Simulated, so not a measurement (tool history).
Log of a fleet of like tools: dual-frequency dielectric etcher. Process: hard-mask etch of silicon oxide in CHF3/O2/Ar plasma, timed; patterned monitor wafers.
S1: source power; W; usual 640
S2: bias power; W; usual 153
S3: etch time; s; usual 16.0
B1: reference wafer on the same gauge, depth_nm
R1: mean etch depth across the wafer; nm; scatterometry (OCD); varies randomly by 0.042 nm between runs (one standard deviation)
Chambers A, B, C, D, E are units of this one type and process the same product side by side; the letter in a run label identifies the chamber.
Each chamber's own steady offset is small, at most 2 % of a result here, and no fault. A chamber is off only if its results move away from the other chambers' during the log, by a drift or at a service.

| run | hour | S1 | S2 | S3 | B1 | R1 |
|---|---|---|---|---|---|---|
|  | 6.6 | chamber C: source power generator calibrated |
| 1E | 6.9 | 640 | 153 | 16.0 | 32.317 | 30.749 |
| 2A | 13.7 | 640 | 153 | 16.0 | 32.319 | 31.098 |
| 3B | 19.9 | 640 | 153 | 16.0 | 32.317 | 30.146 |
| 4C | 27.0 | 640 | 153 | 16.0 | 32.328 | 30.568 |
| 5D | 34.2 | 640 | 153 | 16.0 | 32.340 | 30.531 |
| 6C | 40.5 | 640 | 153 | 18.0 | 32.326 | 34.354 |
| 7D | 46.9 | 640 | 153 | 18.0 | 32.359 | 34.425 |
| 8A | 50.6 | 640 | 153 | 18.0 | 32.346 | 35.106 |
| 9E | 54.0 | 640 | 153 | 18.0 | 32.360 | 34.747 |
| 10B | 61.0 | 640 | 153 | 18.0 | 32.358 | 34.038 |
|  | 66.1 | chamber B: wet clean of the chamber |
| 11D | 66.3 | 640 | 153 | 16.0 | 32.367 | 30.676 |
| 12A | 71.2 | 640 | 153 | 16.0 | 32.368 | 31.189 |
| 13C | 78.3 | 640 | 153 | 16.0 | 32.384 | 30.579 |
| 14B | 85.1 | 640 | 153 | 16.0 | 32.383 | 30.193 |
| 15E | 90.7 | 640 | 188 | 17.5 | 32.387 | 36.180 |
| 16E | 96.3 | 640 | 188 | 17.5 | 32.400 | 36.171 |
| 17C | 100.1 | 640 | 188 | 17.5 | 32.408 | 35.755 |
| 18A | 107.1 | 640 | 188 | 17.5 | 32.415 | 36.498 |
| 19B | 111.1 | 640 | 188 | 17.5 | 32.425 | 35.405 |
| 20D | 117.8 | 640 | 153 | 16.0 | 32.425 | 30.698 |
| 21C | 125.0 | 640 | 153 | 16.0 | 32.419 | 30.625 |
|  | 125.9 | chamber A: wet clean of the chamber |
| 22B | 132.2 | 640 | 153 | 16.0 | 32.432 | 30.340 |
| 23A | 135.7 | 550 | 186 | 16.0 | 32.435 | 31.448 |
| 24E | 139.4 | 550 | 186 | 16.0 | 32.447 | 31.020 |
| 25D | 145.4 | 550 | 186 | 16.0 | 32.450 | 30.895 |
| 26C | 149.3 | 550 | 186 | 16.0 | 32.462 | 30.866 |
| 27A | 154.7 | 550 | 186 | 16.0 | 32.460 | 31.376 |
| 28E | 158.2 | 640 | 153 | 16.0 | 32.463 | 30.911 |
| 29B | 163.0 | 640 | 153 | 16.0 | 32.466 | 30.260 |
| 30D | 166.9 | 640 | 153 | 16.0 | 32.482 | 30.725 |
| 31C | 171.6 | 640 | 153 | 16.0 | 32.487 | 30.657 |

What goes on in this fleet: one chamber off, a drifting gauge, or nothing beyond the chambers' own small offsets? Name the chamber and the cause, if any.

The gauge drifts, so all chambers seem to drift together. No chamber is off.
Likeliest cause: gauge reads high (%) = 0.564.
